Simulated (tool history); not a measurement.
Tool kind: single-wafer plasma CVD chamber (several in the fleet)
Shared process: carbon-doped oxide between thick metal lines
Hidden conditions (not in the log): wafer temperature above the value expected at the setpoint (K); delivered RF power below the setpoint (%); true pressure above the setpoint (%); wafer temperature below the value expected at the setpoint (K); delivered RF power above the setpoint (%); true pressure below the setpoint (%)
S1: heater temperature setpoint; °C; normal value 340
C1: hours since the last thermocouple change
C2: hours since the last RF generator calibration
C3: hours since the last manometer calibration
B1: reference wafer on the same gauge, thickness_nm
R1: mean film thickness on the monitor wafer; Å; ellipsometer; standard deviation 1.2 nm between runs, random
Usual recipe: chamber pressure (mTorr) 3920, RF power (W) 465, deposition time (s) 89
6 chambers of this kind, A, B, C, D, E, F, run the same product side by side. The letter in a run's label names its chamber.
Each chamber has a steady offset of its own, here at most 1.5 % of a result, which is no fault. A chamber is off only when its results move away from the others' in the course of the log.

Run 1E, day 0.346: usual settings; C1 1919.6; C2 825.4; C3 148.9; B1 464.08. Result: R1 4256.7 Å.
Run 2D, day 0.629: usual settings; C1 167.0; C2 794.6; C3 1651.5; B1 464.01. Result: R1 4189.4 Å.
Run 3F, day 0.925: usual settings; C1 297.9; C2 587.1; C3 508.0; B1 463.85. Result: R1 4236.6 Å.
Run 4B, day 1.317: usual settings; C1 1783.7; C2 588.9; C3 1999.7; B1 464.15. Result: R1 4289.3 Å.
Run 5A, day 1.712: usual settings; C1 1285.0; C2 588.8; C3 1991.4; B1 463.86. Result: R1 4219.7 Å.
At day 1.792: chamber B: capacitance manometer re-zeroed and calibrated.
At day 2.112: chamber D: RF generator calibrated.
Run 6C, day 2.150: usual settings; C1 1518.9; C2 318.2; C3 150.8; B1 464.16. Result: R1 4281.6 Å.
Run 7C, day 2.454: usual settings; C1 1526.2; C2 325.5; C3 158.1; B1 464.23. Result: R1 4288.9 Å.
Run 8F, day 2.892: usual settings; C1 345.1; C2 634.3; C3 555.2; B1 463.75. Result: R1 4225.2 Å.
At day 2.996: chamber E: thermocouple changed; heater temperature recalibrated.
Run 9E, day 3.129: usual settings; C1 3.3; C2 892.2; C3 215.7; B1 464.27. Result: R1 4248.2 Å.
Run 10D, day 3.554: usual settings but chamber pressure (mTorr) 4720; C1 237.2; C2 34.7; C3 1721.7; B1 463.78. Result: R1 4306.9 Å.
Run 11B, day 3.796: usual settings but chamber pressure (mTorr) 4720; C1 1843.2; C2 648.4; C3 48.1; B1 463.90. Result: R1 4439.9 Å.
Run 12A, day 4.146: usual settings but chamber pressure (mTorr) 4720; C1 1343.4; C2 647.2; C3 2049.8; B1 463.84. Result: R1 4353.5 Å.
Run 13C, day 4.529: usual settings but chamber pressure (mTorr) 4720; C1 1576.0; C2 375.3; C3 207.9; B1 464.16. Result: R1 4425.7 Å.
Run 14A, day 4.804: usual settings but chamber pressure (mTorr) 4720; C1 1359.2; C2 663.0; C3 2065.6; B1 464.06. Result: R1 4338.4 Å.
Run 15F, day 5.062: usual settings but chamber pressure (mTorr) 4720; C1 397.2; C2 686.4; C3 607.3; B1 463.99. Result: R1 4343.5 Å.
Run 16B, day 5.471: usual settings but chamber pressure (mTorr) 4350, RF power (W) 555; C1 1883.4; C2 688.6; C3 88.3; B1 464.01. Result: R1 4887.2 Å.
Run 17D, day 5.846: usual settings but chamber pressure (mTorr) 4350, RF power (W) 555; C1 292.2; C2 89.7; C3 1776.7; B1 464.20. Result: R1 4751.9 Å.
Run 18E, day 6.225: usual settings but chamber pressure (mTorr) 4350, RF power (W) 555; C1 77.6; C2 966.5; C3 290.0; B1 463.95. Result: R1 4849.0 Å.
Run 19B, day 6.542: usual settings but chamber pressure (mTorr) 4350, RF power (W) 555; C1 1909.1; C2 714.3; C3 114.0; B1 463.71. Result: R1 4890.2 Å.
Run 20E, day 6.958: usual settings but chamber pressure (mTorr) 4350, RF power (W) 555; C1 95.2; C2 984.1; C3 307.6; B1 464.18. Result: R1 4829.4 Å.
Run 21C, day 7.246: usual settings but chamber pressure (mTorr) 4350, RF power (W) 555; C1 1641.2; C2 440.5; C3 273.1; B1 463.81. Result: R1 4863.9 Å.
Run 22A, day 7.592: usual settings; C1 1426.1; C2 729.9; C3 2132.5; B1 464.16. Result: R1 4214.3 Å.
At day 7.612: chamber E: RF generator calibrated.
Run 23D, day 7.783: usual settings; C1 338.7; C2 136.2; C3 1823.2; B1 464.15. Result: R1 4181.2 Å.
Run 24F, day 8.171: usual settings; C1 471.8; C2 761.0; C3 681.9; B1 463.88. Result: R1 4231.6 Å.
Run 25E, day 8.362: usual settings but chamber pressure (mTorr) 3210, RF power (W) 385; C1 128.9; C2 18.0; C3 341.3; B1 464.11. Result: R1 3628.1 Å.
Run 26A, day 8.804: usual settings but chamber pressure (mTorr) 3210, RF power (W) 385; C1 1455.2; C2 759.0; C3 2161.6; B1 464.27. Result: R1 3604.6 Å.
Run 27F, day 9.050: usual settings but chamber pressure (mTorr) 3210, RF power (W) 385; C1 492.9; C2 782.1; C3 703.0; B1 463.84. Result: R1 3593.1 Å.
Run 28D, day 9.467: usual settings but chamber pressure (mTorr) 3210, RF power (W) 385; C1 379.1; C2 176.6; C3 1863.6; B1 463.97. Result: R1 3609.9 Å.
Run 29B, day 9.900: usual settings but chamber pressure (mTorr) 3210, RF power (W) 385; C1 1989.7; C2 794.9; C3 194.6; B1 463.57. Result: R1 3653.9 Å.
Run 30C, day 10.204: usual settings but chamber pressure (mTorr) 3210, RF power (W) 385; C1 1712.2; C2 511.5; C3 344.1; B1 463.61. Result: R1 3635.9 Å.
Run 31C, day 10.600: usual settings; C1 1721.7; C2 521.0; C3 353.6; B1 464.28. Result: R1 4281.0 Å.
Run 32E, day 10.946: usual settings; C1 190.9; C2 80.0; C3 403.3; B1 464.17. Result: R1 4262.4 Å.
Run 33B, day 11.308: usual settings; C1 2023.5; C2 828.7; C3 228.4; B1 463.80. Result: R1 4287.0 Å.
Run 34F, day 11.500: usual settings; C1 551.7; C2 840.9; C3 761.8; B1 464.12. Result: R1 4224.6 Å.
Run 35D, day 11.796: usual settings; C1 435.0; C2 232.5; C3 1919.5; B1 463.81. Result: R1 4212.2 Å.
Run 36A, day 12.038: usual settings but S1 346 °C, RF power (W) 400; C1 1532.8; C2 836.6; C3 2239.2; B1 464.45. Result: R1 3730.0 Å.
Run 37D, day 12.379: usual settings but S1 346 °C, RF power (W) 400; C1 449.0; C2 246.5; C3 1933.5; B1 464.03. Result: R1 3713.1 Å.
Run 38B, day 12.658: usual settings but S1 346 °C, RF power (W) 400; C1 2055.9; C2 861.1; C3 260.8; B1 464.15. Result: R1 3785.6 Å.
Run 39A, day 12.921: usual settings but S1 346 °C, RF power (W) 400; C1 1554.0; C2 857.8; C3 2260.4; B1 463.94. Result: R1 3729.6 Å.
Run 40F, day 13.133: usual settings but S1 346 °C, RF power (W) 400; C1 590.9; C2 880.1; C3 801.0; B1 464.03. Result: R1 3732.2 Å.

Decide between three cases: one chamber stands off from its peers, the gauge reading all wafers drifts, or nothing is wrong past each chamber's small offset. Where a chamber is off, say which and what most likely put it there.

The fleet is healthy, with each chamber sitting at its usual small offset and no drift in the gauge.
